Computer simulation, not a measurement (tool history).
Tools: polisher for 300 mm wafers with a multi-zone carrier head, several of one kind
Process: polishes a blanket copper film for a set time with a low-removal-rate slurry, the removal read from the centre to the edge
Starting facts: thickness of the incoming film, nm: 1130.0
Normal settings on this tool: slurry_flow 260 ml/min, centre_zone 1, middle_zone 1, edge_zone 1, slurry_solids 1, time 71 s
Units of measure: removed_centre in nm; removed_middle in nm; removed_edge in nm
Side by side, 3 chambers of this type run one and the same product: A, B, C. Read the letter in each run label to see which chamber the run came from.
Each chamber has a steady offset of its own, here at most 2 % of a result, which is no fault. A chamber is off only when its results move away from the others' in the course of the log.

run	hour	slurry_flow	centre_zone	middle_zone	edge_zone	slurry_solids	time	removed_centre	removed_middle	removed_edge
1C	9.9	260	1	1	1	1	71	211.85	207.11	216.03
# hour 13.5: chamber A: worn pad replaced by a new one
2A	16.5	260	1	1	1	1	71	212.94	210.43	208.97
3B	23.3	260	1	1	1	1	71	212.59	210.95	210.85
4A	30.5	260	1	1	1	1	71	211.72	213.85	208.75
5C	40.8	260	1	1	1	1	71	208.38	209.04	208.1
# hour 41.7: chamber C: worn pad replaced by a new one
6B	50.8	260	1	1	1	1	71	210.79	210.06	215.72
7A	58.6	260	1	1	1	1	71	211.86	212.01	206.14
8C	66	260	1	1	1	1	71	208.85	212.15	207.93
9B	77.5	260	1	1	1	1	71	207.86	208.13	209.84
10B	87.5	260	1	1	1	1	71	207.81	205.87	209.58
11C	102.5	260	1	1	1	1	71	209.24	207.44	213.73
12A	109.7	260	1	1	1	1	71	209.86	215.88	217.52
# hour 117.4: chamber C: slurry nozzle cleaned
13B	118.4	260	1	1	1	1	71	209.69	206.9	214.91
# hour 119.2: chamber C: worn pad replaced by a new one
14C	132.7	260	1	1	1	1	87	254.6	261.09	253.33
# hour 133.3: chamber B: slurry nozzle cleaned
15A	143.2	260	1	1	1	1	87	263.55	259.88	264.72
# hour 153.7: chamber A: worn pad replaced by a new one
16C	155.8	260	1	1	1	1	87	260.5	254.84	261.04
17A	170.1	260	1	1	1	1	71	209.04	210.29	218.82
# hour 173.4: chamber B: centre zone pressure recalibrated
18B	181.1	260	1	1	1	1	71	208.38	203.57	207.01
19A	193.3	260	1	1	1	1	71	213.65	213.39	210.35
# hour 198.5: chamber C: worn pad replaced by a new one
20B	204.6	260	1	1	1	1	71	207.18	202.09	206.97
21C	217	260	1	1	1	1	71	208.5	207.36	212.89
22C	226.7	260	1	1	1	1	71	209.68	210.55	212.15
23B	234	260	1.06	1	1	1	71	219.42	199.18	202.84
24A	240.5	260	1.06	1	1	1	71	228.25	214.58	210.2
# hour 242.2: chamber C: edge zone pressure recalibrated
25C	252.3	260	1.06	1	1	1	71	221.99	208.72	207.79
26A	258.8	260	1	1	1	1	71	213.29	209.95	213.6
27B	268.8	260	1	1	1	1	88	256.71	249	256.7
# hour 273.6: chamber C: worn pad replaced by a new one
28B	281.4	260	1	1	1	1	88	251.59	246.84	252.69
# hour 291.9: chamber A: worn pad replaced by a new one
29C	293.7	260	1	1	1	1	88	260.61	264.15	267.28
30A	302.1	260	1	1	1	1	71	213.61	208.69	212.45
31A	311.5	260	1	1	1	1	71	213.14	212.47	213.81
# hour 318.5: chamber A: edge zone pressure recalibrated
32C	323.3	175	1	1	1	1	71	198.83	201.91	202.14
33B	330.5	175	1	1	1	1	71	188.73	187.8	199.19
34C	344.6	175	1	1	1	1	71	196.75	202.38	203.38
# hour 349.1: chamber A: slurry nozzle cleaned
35A	351.4	260	1	0.92	1	1	71	209.56	197.77	213.69
36B	360.9	260	1	0.92	1	1	71	199	186.27	205.01
# hour 366.6: chamber B: slurry nozzle cleaned
37B	369.8	260	1	0.92	1	1	71	198.68	183.89	199.53

What goes on in this fleet: one chamber off, a drifting gauge, or nothing beyond the chambers' own small offsets? Name the chamber and the cause, if any.

Chamber B drifts away from the others.
Most likely cause: removal rate lost through wear of the pad, % = 5.96.

Which of the 4 candidates below, each the usual settings with something changed and its results left as question marks, puts chamber B back in line with what the other chambers give on the usual settings?
A result is in line if it is within this distance of the other chambers' mean on the usual settings: removed_centre 5.8 nm; removed_middle 8 nm; removed_edge 10 nm
38B-1	380.6	260	1	1.01	1	1	76	?	?	?
38B-2	380.6	260	1	1	1	1	70	?	?	?
38B-3	380.6	260	1	0.99	1	1	66	?	?	?
38B-4	380.6	260	1	1	1	1	72	?	?	?

Usual-settings mean across the other chambers: removed_centre 211.34 nm; removed_middle 211.33 nm; removed_edge 211.92 nm
run	removed_centre	removed_middle	removed_edge
38B-1	212.36	210.54	212.11
38B-2	195.58	192.13	195.4
38B-3	184.39	179.47	184.26
38B-4	201.17	197.62	200.98
The answer is 38B-1, which returns the chamber to within the allowed miss of the others.
